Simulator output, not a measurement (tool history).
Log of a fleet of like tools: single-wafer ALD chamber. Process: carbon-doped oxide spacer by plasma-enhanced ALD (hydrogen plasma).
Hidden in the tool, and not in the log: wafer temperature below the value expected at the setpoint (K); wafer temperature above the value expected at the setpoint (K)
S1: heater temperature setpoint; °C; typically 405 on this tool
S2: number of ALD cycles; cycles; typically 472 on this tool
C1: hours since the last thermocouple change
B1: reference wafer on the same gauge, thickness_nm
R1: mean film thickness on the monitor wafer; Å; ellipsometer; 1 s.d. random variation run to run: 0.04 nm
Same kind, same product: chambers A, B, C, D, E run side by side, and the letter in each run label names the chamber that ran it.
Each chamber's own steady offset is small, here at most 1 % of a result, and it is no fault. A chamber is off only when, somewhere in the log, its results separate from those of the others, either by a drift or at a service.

{"run": "1A", "hour": 7.9, "S1": 405, "S2": 472, "C1": 743.2, "B1": 18.713, "R1": 230.76}
{"run": "2B", "hour": 16.5, "S1": 405, "S2": 472, "C1": 832.0, "B1": 18.704, "R1": 232.56}
{"run": "3E", "hour": 22.1, "S1": 405, "S2": 472, "C1": 632.8, "B1": 18.725, "R1": 231.79}
{"run": "4C", "hour": 26.5, "S1": 405, "S2": 472, "C1": 1703.8, "B1": 18.711, "R1": 234.36}
{"run": "5D", "hour": 34.0, "S1": 405, "S2": 472, "C1": 380.2, "B1": 18.721, "R1": 232.55}
{"run": "6E", "hour": 40.2, "S1": 405, "S2": 472, "C1": 650.9, "B1": 18.723, "R1": 231.4}
{"run": "7C", "hour": 49.0, "S1": 405, "S2": 472, "C1": 1726.3, "B1": 18.737, "R1": 234.31}
{"run": "8A", "hour": 53.2, "S1": 405, "S2": 472, "C1": 788.5, "B1": 18.738, "R1": 231.3}
{"run": "9D", "hour": 59.0, "S1": 405, "S2": 472, "C1": 405.2, "B1": 18.737, "R1": 232.4}
{"run": "10B", "hour": 66.7, "S1": 419, "S2": 503, "C1": 882.2, "B1": 18.736, "R1": 237.21}
{"run": "11C", "hour": 71.7, "S1": 419, "S2": 503, "C1": 1749.0, "B1": 18.735, "R1": 240.44}
{"run": "12E", "hour": 76.7, "S1": 419, "S2": 503, "C1": 687.4, "B1": 18.741, "R1": 236.35}
{"run": "13A", "hour": 83.3, "S1": 419, "S2": 503, "C1": 818.6, "B1": 18.747, "R1": 236.34}
{"run": "14D", "hour": 88.5, "S1": 419, "S2": 503, "C1": 434.7, "B1": 18.751, "R1": 237.18}
{"run": "15B", "hour": 96.6, "S1": 405, "S2": 472, "C1": 912.1, "B1": 18.756, "R1": 233.56}
{"run": "16B", "hour": 105.2, "S1": 405, "S2": 472, "C1": 920.7, "B1": 18.756, "R1": 233.45}
{"run": "17C", "hour": 110.8, "S1": 405, "S2": 472, "C1": 1788.1, "B1": 18.758, "R1": 236.34}
{"run": "18D", "hour": 116.6, "S1": 405, "S2": 472, "C1": 462.8, "B1": 18.766, "R1": 233.08}
{"run": "19E", "hour": 120.6, "S1": 405, "S2": 472, "C1": 731.3, "B1": 18.763, "R1": 231.84}
{"run": "20A", "hour": 127.5, "S1": 400, "S2": 414, "C1": 862.8, "B1": 18.774, "R1": 206.27}
{"run": "21C", "hour": 135.2, "S1": 400, "S2": 414, "C1": 1812.5, "B1": 18.768, "R1": 209.81}
{"run": "22B", "hour": 139.6, "S1": 400, "S2": 414, "C1": 955.1, "B1": 18.781, "R1": 207.81}
{"run": "23A", "hour": 145.2, "S1": 400, "S2": 414, "C1": 880.5, "B1": 18.782, "R1": 206.49}
{"run": "24E", "hour": 152.1, "S1": 400, "S2": 414, "C1": 762.8, "B1": 18.783, "R1": 206.91}
{"run": "25D", "hour": 157.3, "S1": 405, "S2": 472, "C1": 503.5, "B1": 18.791, "R1": 233.72}
{"run": "26E", "hour": 162.3, "S1": 405, "S2": 472, "C1": 773.0, "B1": 18.798, "R1": 232.06}
{"run": "27D", "hour": 167.0, "S1": 405, "S2": 472, "C1": 513.2, "B1": 18.791, "R1": 234.26}
{"run": "28C", "hour": 171.6, "S1": 405, "S2": 472, "C1": 1848.9, "B1": 18.797, "R1": 236.04}
{"run": "29B", "hour": 176.2, "S1": 405, "S2": 472, "C1": 991.7, "B1": 18.801, "R1": 234.25}
{"run": "30A", "hour": 180.2, "S1": 405, "S2": 472, "C1": 915.5, "B1": 18.809, "R1": 231.71}
{"run": "31B", "hour": 186.4, "S1": 405, "S2": 472, "C1": 1001.9, "B1": 18.807, "R1": 233.42}
{"run": "32C", "hour": 194.4, "S1": 405, "S2": 472, "C1": 1871.7, "B1": 18.803, "R1": 236.88}
{"run": "33D", "hour": 202.3, "S1": 405, "S2": 472, "C1": 548.5, "B1": 18.812, "R1": 233.94}
{"run": "34E", "hour": 209.2, "S1": 405, "S2": 472, "C1": 819.9, "B1": 18.825, "R1": 232.07}
{"run": "35A", "hour": 218.5, "S1": 418, "S2": 398, "C1": 953.8, "B1": 18.822, "R1": 188.19}
{"run": "36B", "hour": 222.5, "S1": 418, "S2": 398, "C1": 1038.0, "B1": 18.825, "R1": 189.74}
{"run": "37A", "hour": 227.9, "S1": 418, "S2": 398, "C1": 963.2, "B1": 18.835, "R1": 188.26}

What goes on in this fleet: one chamber off, a drifting gauge, or nothing beyond the chambers' own small offsets? Name the chamber and the cause, if any.

None of the chambers is off. What moves is the gauge, dragging all their readings along together.
Likeliest cause: gauge reads high (%) = 0.716.
